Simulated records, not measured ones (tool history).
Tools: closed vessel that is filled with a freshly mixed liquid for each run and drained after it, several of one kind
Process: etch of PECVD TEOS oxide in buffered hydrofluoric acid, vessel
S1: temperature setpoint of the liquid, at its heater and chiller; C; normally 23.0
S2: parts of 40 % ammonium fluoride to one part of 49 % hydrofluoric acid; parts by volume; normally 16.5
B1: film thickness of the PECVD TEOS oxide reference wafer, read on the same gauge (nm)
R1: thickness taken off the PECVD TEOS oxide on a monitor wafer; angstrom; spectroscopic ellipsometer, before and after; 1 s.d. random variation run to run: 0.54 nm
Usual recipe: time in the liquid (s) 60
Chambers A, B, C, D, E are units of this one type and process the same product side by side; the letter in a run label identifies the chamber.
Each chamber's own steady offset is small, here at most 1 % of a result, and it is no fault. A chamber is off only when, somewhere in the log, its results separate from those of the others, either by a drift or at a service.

run 1A day=0.283 | S1=23.0 S2=16.5 time_in_the_liquid_(s)=60 | B1=139.96 | R1=587.56
run 2E day=0.438 | S1=23.0 S2=16.5 time_in_the_liquid_(s)=60 | B1=140.01 | R1=599.08
run 3C day=0.683 | S1=23.0 S2=16.5 time_in_the_liquid_(s)=60 | B1=140.05 | R1=591.87
run 4D day=0.942 | S1=23.0 S2=16.5 time_in_the_liquid_(s)=60 | B1=140.00 | R1=594.16
run 5B day=1.167 | S1=23.0 S2=16.5 time_in_the_liquid_(s)=60 | B1=139.96 | R1=598.81
run 6A day=1.471 | S1=23.0 S2=16.5 time_in_the_liquid_(s)=60 | B1=140.02 | R1=572.64
run 7E day=1.742 | S1=20.5 S2=20.0 time_in_the_liquid_(s)=60 | B1=140.01 | R1=430.89
run 8B day=2.062 | S1=20.5 S2=20.0 time_in_the_liquid_(s)=60 | B1=140.01 | R1=421.47
run 9D day=2.325 | S1=20.5 S2=20.0 time_in_the_liquid_(s)=60 | B1=140.02 | R1=419.27
run 10C day=2.492 | S1=20.5 S2=20.0 time_in_the_liquid_(s)=60 | B1=139.99 | R1=427.39
run 11B day=2.638 | S1=20.5 S2=20.0 time_in_the_liquid_(s)=60 | B1=139.97 | R1=417.24
run 12D day=2.938 | S1=23.0 S2=16.5 time_in_the_liquid_(s)=60 | B1=139.93 | R1=584.18
run 13A day=3.121 | S1=23.0 S2=16.5 time_in_the_liquid_(s)=60 | B1=140.00 | R1=582.61
run 14C day=3.321 | S1=23.0 S2=16.5 time_in_the_liquid_(s)=60 | B1=139.97 | R1=585.75
run 15E day=3.471 | S1=23.0 S2=16.5 time_in_the_liquid_(s)=60 | B1=139.98 | R1=591.46
run 16E day=3.754 | S1=23.0 S2=16.5 time_in_the_liquid_(s)=60 | B1=140.02 | R1=587.52
run 17A day=3.950 | S1=23.0 S2=16.5 time_in_the_liquid_(s)=60 | B1=139.93 | R1=577.34
run 18B day=4.158 | S1=23.0 S2=16.5 time_in_the_liquid_(s)=60 | B1=140.00 | R1=581.37
run 19C day=4.421 | S1=23.0 S2=16.5 time_in_the_liquid_(s)=60 | B1=140.01 | R1=587.15
run 20D day=4.604 | S1=23.0 S2=16.5 time_in_the_liquid_(s)=60 | B1=140.00 | R1=585.18
run 21D day=4.908 | S1=23.0 S2=16.5 time_in_the_liquid_(s)=60 | B1=139.99 | R1=586.76
run 22B day=5.188 | S1=23.0 S2=16.5 time_in_the_liquid_(s)=60 | B1=140.01 | R1=580.37
run 23E day=5.383 | S1=27.0 S2=16.5 time_in_the_liquid_(s)=40 | B1=140.05 | R1=484.33
run 24C day=5.617 | S1=27.0 S2=16.5 time_in_the_liquid_(s)=40 | B1=139.99 | R1=484.92
run 25A day=5.767 | S1=27.0 S2=16.5 time_in_the_liquid_(s)=40 | B1=140.02 | R1=486.91
run 26C day=5.988 | S1=27.0 S2=16.5 time_in_the_liquid_(s)=40 | B1=140.02 | R1=487.93
run 27A day=6.292 | S1=27.0 S2=16.5 time_in_the_liquid_(s)=40 | B1=139.98 | R1=488.68
run 28E day=6.596 | S1=23.0 S2=16.5 time_in_the_liquid_(s)=60 | B1=139.99 | R1=601.36
run 29D day=6.804 | S1=23.0 S2=16.5 time_in_the_liquid_(s)=60 | B1=140.07 | R1=578.40
run 30B day=7.058 | S1=23.0 S2=16.5 time_in_the_liquid_(s)=60 | B1=139.98 | R1=584.40
run 31B day=7.283 | S1=23.0 S2=16.5 time_in_the_liquid_(s)=60 | B1=140.05 | R1=589.26
run 32D day=7.529 | S1=23.0 S2=16.5 time_in_the_liquid_(s)=60 | B1=139.99 | R1=590.34
run 33C day=7.704 | S1=23.0 S2=16.5 time_in_the_liquid_(s)=60 | B1=139.94 | R1=579.17
run 34E day=8.000 | S1=23.0 S2=21.0 time_in_the_liquid_(s)=60 | B1=140.02 | R1=466.92
run 35A day=8.304 | S1=23.0 S2=21.0 time_in_the_liquid_(s)=60 | B1=139.97 | R1=457.23
run 36A day=8.533 | S1=23.0 S2=21.0 time_in_the_liquid_(s)=60 | B1=139.98 | R1=474.02
run 37E day=8.742 | S1=23.0 S2=21.0 time_in_the_liquid_(s)=60 | B1=139.98 | R1=475.10

Next, all 5 chambers run the settings below, one line each with question marks for the results. What does each chamber give?
run 38A day=8.975 | S1=20.0 S2=16.5 time_in_the_liquid_(s)=60 | R1=?
run 38B day=8.975 | S1=20.0 S2=16.5 time_in_the_liquid_(s)=60 | R1=?
run 38C day=8.975 | S1=20.0 S2=16.5 time_in_the_liquid_(s)=60 | R1=?
run 38D day=8.975 | S1=20.0 S2=16.5 time_in_the_liquid_(s)=60 | R1=?
run 38E day=8.975 | S1=20.0 S2=16.5 time_in_the_liquid_(s)=60 | R1=?

run=38A R1=492.73
run=38B R1=505.65
run=38C R1=497.03
run=38D R1=494.18
run=38E R1=511.40
